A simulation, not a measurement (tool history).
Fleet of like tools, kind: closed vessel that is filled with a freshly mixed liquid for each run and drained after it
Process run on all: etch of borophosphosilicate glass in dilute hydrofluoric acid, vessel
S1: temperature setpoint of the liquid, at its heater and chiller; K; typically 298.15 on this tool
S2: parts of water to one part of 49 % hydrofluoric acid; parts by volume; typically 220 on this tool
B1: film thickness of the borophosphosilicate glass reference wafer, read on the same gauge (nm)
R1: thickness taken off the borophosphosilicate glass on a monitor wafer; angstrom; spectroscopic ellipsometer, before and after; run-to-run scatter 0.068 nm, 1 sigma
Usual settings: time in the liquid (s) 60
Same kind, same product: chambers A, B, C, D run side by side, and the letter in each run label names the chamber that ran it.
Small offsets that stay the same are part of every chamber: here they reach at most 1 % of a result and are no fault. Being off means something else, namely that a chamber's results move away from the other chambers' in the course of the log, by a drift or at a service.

{"run": "1A", "hour": 3.5, "S1": 298.15, "S2": 220, "time in the liquid (s)": 60, "B1": 100.04, "R1": 110.62}
{"run": "2C", "hour": 6.3, "S1": 298.15, "S2": 220, "time in the liquid (s)": 60, "B1": 100.02, "R1": 112.97}
{"run": "3D", "hour": 9.3, "S1": 298.15, "S2": 220, "time in the liquid (s)": 60, "B1": 100.01, "R1": 110.6}
{"run": "4B", "hour": 13.8, "S1": 298.15, "S2": 220, "time in the liquid (s)": 60, "B1": 99.952, "R1": 108.93}
{"run": "5B", "hour": 15.8, "S1": 298.15, "S2": 220, "time in the liquid (s)": 60, "B1": 100.01, "R1": 110.4}
{"run": "6D", "hour": 19.2, "S1": 298.15, "S2": 220, "time in the liquid (s)": 60, "B1": 99.957, "R1": 111.11}
{"run": "7A", "hour": 23.3, "S1": 298.15, "S2": 220, "time in the liquid (s)": 60, "B1": 99.982, "R1": 109.59}
{"run": "8C", "hour": 27.3, "S1": 301.65, "S2": 305, "time in the liquid (s)": 60, "B1": 100.02, "R1": 82.794}
{"run": "9B", "hour": 29.4, "S1": 301.65, "S2": 305, "time in the liquid (s)": 60, "B1": 100, "R1": 82.35}
{"run": "10D", "hour": 34.0, "S1": 301.65, "S2": 305, "time in the liquid (s)": 60, "B1": 100.01, "R1": 82.464}
{"run": "11C", "hour": 36.4, "S1": 301.65, "S2": 305, "time in the liquid (s)": 60, "B1": 99.977, "R1": 82.45}
{"run": "12A", "hour": 40.8, "S1": 298.15, "S2": 220, "time in the liquid (s)": 60, "B1": 100.02, "R1": 111.03}
{"run": "13D", "hour": 43.7, "S1": 298.15, "S2": 220, "time in the liquid (s)": 60, "B1": 99.986, "R1": 111.61}
{"run": "14C", "hour": 48.2, "S1": 298.15, "S2": 220, "time in the liquid (s)": 60, "B1": 100.04, "R1": 111.14}
{"run": "15B", "hour": 50.5, "S1": 298.15, "S2": 220, "time in the liquid (s)": 60, "B1": 99.982, "R1": 110.29}
{"run": "16A", "hour": 53.3, "S1": 298.15, "S2": 220, "time in the liquid (s)": 60, "B1": 99.976, "R1": 110.58}
{"run": "17C", "hour": 55.5, "S1": 298.15, "S2": 220, "time in the liquid (s)": 60, "B1": 100.01, "R1": 108.73}
{"run": "18A", "hour": 59.8, "S1": 296.65, "S2": 155, "time in the liquid (s)": 60, "B1": 100.04, "R1": 160.21}
{"run": "19B", "hour": 61.9, "S1": 296.65, "S2": 155, "time in the liquid (s)": 60, "B1": 99.998, "R1": 157.24}
{"run": "20D", "hour": 65.8, "S1": 296.65, "S2": 155, "time in the liquid (s)": 60, "B1": 99.99, "R1": 161.77}
{"run": "21A", "hour": 68.3, "S1": 296.65, "S2": 155, "time in the liquid (s)": 60, "B1": 99.981, "R1": 161.31}
{"run": "22B", "hour": 71.1, "S1": 298.15, "S2": 220, "time in the liquid (s)": 60, "B1": 100, "R1": 109.36}
{"run": "23D", "hour": 74.1, "S1": 298.15, "S2": 220, "time in the liquid (s)": 60, "B1": 99.962, "R1": 112.35}
{"run": "24C", "hour": 77.3, "S1": 298.15, "S2": 220, "time in the liquid (s)": 60, "B1": 100.04, "R1": 108.09}
{"run": "25B", "hour": 80.9, "S1": 298.15, "S2": 220, "time in the liquid (s)": 60, "B1": 100.01, "R1": 109.37}
{"run": "26D", "hour": 83.3, "S1": 298.15, "S2": 220, "time in the liquid (s)": 60, "B1": 100, "R1": 112.57}
{"run": "27A", "hour": 86.0, "S1": 298.15, "S2": 220, "time in the liquid (s)": 60, "B1": 100, "R1": 110.01}
{"run": "28C", "hour": 88.8, "S1": 298.15, "S2": 220, "time in the liquid (s)": 60, "B1": 99.959, "R1": 108.34}
{"run": "29B", "hour": 91.2, "S1": 298.15, "S2": 220, "time in the liquid (s)": 60, "B1": 99.981, "R1": 110.11}
{"run": "30D", "hour": 95.0, "S1": 298.15, "S2": 220, "time in the liquid (s)": 45, "B1": 99.992, "R1": 84.032}

Does one chamber stand apart from the rest, does the shared gauge drift, or is all well apart from small per-chamber offsets? Give the chamber and the most likely cause, where there is one.

One chamber, C, drifts off from the rest bit by bit.
Likeliest cause: hydrofluoric acid flow below the setpoint (%) = 2.85.
With only this log, it may be confused with: liquid colder than its thermometer reads (K).

Below are 4 candidate recipes for chamber C's next run, each the usual settings with a change, their results shown as question marks. Which of them brings C's results back in line with what the other chambers give on the usual settings?
In line means no further than this from the other chambers' mean on the usual settings: R1 2.4 angstrom
{"run": "31C-1", "hour": 98.3, "S1": 298.15, "S2": 215, "time in the liquid (s)": 60, "R1": "?"}
{"run": "31C-2", "hour": 98.3, "S1": 300.15, "S2": 220, "time in the liquid (s)": 60, "R1": "?"}
{"run": "31C-3", "hour": 98.3, "S1": 298.15, "S2": 225, "time in the liquid (s)": 60, "R1": "?"}
{"run": "31C-4", "hour": 98.3, "S1": 296.15, "S2": 220, "time in the liquid (s)": 60, "R1": "?"}

The other chambers' mean on the usual settings: R1 110.7 angstrom
run=31C-1 R1=110.24
run=31C-2 R1=114.99
run=31C-3 R1=104.2
run=31C-4 R1=99.68
31C-1 brings the chamber back in line.
